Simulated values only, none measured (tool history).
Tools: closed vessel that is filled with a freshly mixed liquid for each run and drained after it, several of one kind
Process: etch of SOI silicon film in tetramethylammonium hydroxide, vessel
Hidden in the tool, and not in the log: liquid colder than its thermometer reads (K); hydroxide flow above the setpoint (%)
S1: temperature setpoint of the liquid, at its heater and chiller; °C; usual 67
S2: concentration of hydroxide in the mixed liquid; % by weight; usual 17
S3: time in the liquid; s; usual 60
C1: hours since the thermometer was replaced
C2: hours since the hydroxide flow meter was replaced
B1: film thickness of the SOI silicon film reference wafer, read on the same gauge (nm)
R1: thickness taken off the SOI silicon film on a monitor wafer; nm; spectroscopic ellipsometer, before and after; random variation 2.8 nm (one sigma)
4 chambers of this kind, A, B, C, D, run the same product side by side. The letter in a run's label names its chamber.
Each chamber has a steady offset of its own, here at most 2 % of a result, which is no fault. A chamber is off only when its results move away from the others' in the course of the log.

Run 1A, hour 4.6: usual settings; C1 449.1; C2 154; B1 130.01. Result: R1 291.83 nm.
Run 2C, hour 7.7: usual settings; C1 321.9; C2 726.9; B1 130. Result: R1 293.3 nm.
Run 3D, hour 11: usual settings; C1 393.2; C2 449.2; B1 129.99. Result: R1 285.8 nm.
Run 4B, hour 14: usual settings; C1 1367.1; C2 473.4; B1 129.99. Result: R1 289.9 nm.
Run 5B, hour 17.4: usual settings; C1 1370.5; C2 476.8; B1 129.99. Result: R1 288.51 nm.
Run 6D, hour 20.3: usual settings; C1 402.5; C2 458.5; B1 129.99. Result: R1 287.15 nm.
Run 7C, hour 25: usual settings; C1 339.2; C2 744.2; B1 129.98. Result: R1 297.44 nm.
Run 8A, hour 29.8: usual settings; C1 474.3; C2 179.2; B1 130. Result: R1 298.21 nm.
Run 9D, hour 33.4: usual settings; C1 415.6; C2 471.6; B1 129.98. Result: R1 285.27 nm.
Run 10C, hour 36: usual settings; C1 350.2; C2 755.2; B1 130. Result: R1 288.42 nm.
Run 11A, hour 38.4: usual settings; C1 482.9; C2 187.8; B1 129.99. Result: R1 293.45 nm.
Run 12B, hour 42.3: usual settings; C1 1395.4; C2 501.7; B1 129.98. Result: R1 285.79 nm.
Run 13B, hour 47.3: usual settings; C1 1400.4; C2 506.7; B1 130.03. Result: R1 287.69 nm.
Run 14D, hour 49.9: usual settings; C1 432.1; C2 488.1; B1 130.01. Result: R1 272.9 nm.
Run 15A, hour 53.4: usual settings; C1 497.9; C2 202.8; B1 130. Result: R1 293.79 nm.
Run 16C, hour 58: usual settings but S1 63.5 °C; C1 372.2; C2 777.2; B1 130.01. Result: R1 235.7 nm.
Run 17B, hour 60.3: usual settings but S1 63.5 °C; C1 1413.4; C2 519.7; B1 129.99. Result: R1 227.36 nm.
Run 18D, hour 64: usual settings but S1 63.5 °C; C1 446.2; C2 502.2; B1 130. Result: R1 218.13 nm.
Run 19A, hour 66.2: usual settings but S1 63.5 °C; C1 510.7; C2 215.6; B1 130. Result: R1 235.17 nm.
Run 20C, hour 70: usual settings; C1 384.2; C2 789.2; B1 130.02. Result: R1 294.23 nm.
Run 21D, hour 74.5: usual settings; C1 456.7; C2 512.7; B1 130. Result: R1 264.31 nm.
Run 22C, hour 78.9: usual settings; C1 393.1; C2 798.1; B1 129.99. Result: R1 284.41 nm.
Run 23A, hour 81.7: usual settings; C1 526.2; C2 231.1; B1 129.98. Result: R1 293.28 nm.
Run 24B, hour 86.2: usual settings; C1 1439.3; C2 545.6; B1 130. Result: R1 292.3 nm.

Is one chamber off against the others, does the gauge drift, or is nothing wrong? If a chamber is off, say which, and what the likeliest cause is.

Chamber D drifts away from the others.
Cause: liquid colder than its thermometer reads (K) = 1.74.

Here are 4 candidates for chamber D's next run, each the usual settings with a change, their results left as question marks. Which one brings its results back in line with what the others give on the usual settings?
In line means no further than this from the other chambers' mean on the usual settings: R1 9.9 nm
Run 25D-1, hour 89.9: usual settings but S1 66.5 °C, S3 55 s. Result: R1 ?.
Run 25D-2, hour 89.9: usual settings but S2 11 % by weight. Result: R1 ?.
Run 25D-3, hour 89.9: usual settings but S1 69 °C. Result: R1 ?.
Run 25D-4, hour 89.9: usual settings but S1 65.5 °C, S3 55 s. Result: R1 ?.

The other chambers' mean on the usual settings: R1 290.24 nm
  run      R1
25D-1  231.84
25D-2  312.82
25D-3  294.45
25D-4  218.05
25D-3 brings the chamber back in line.
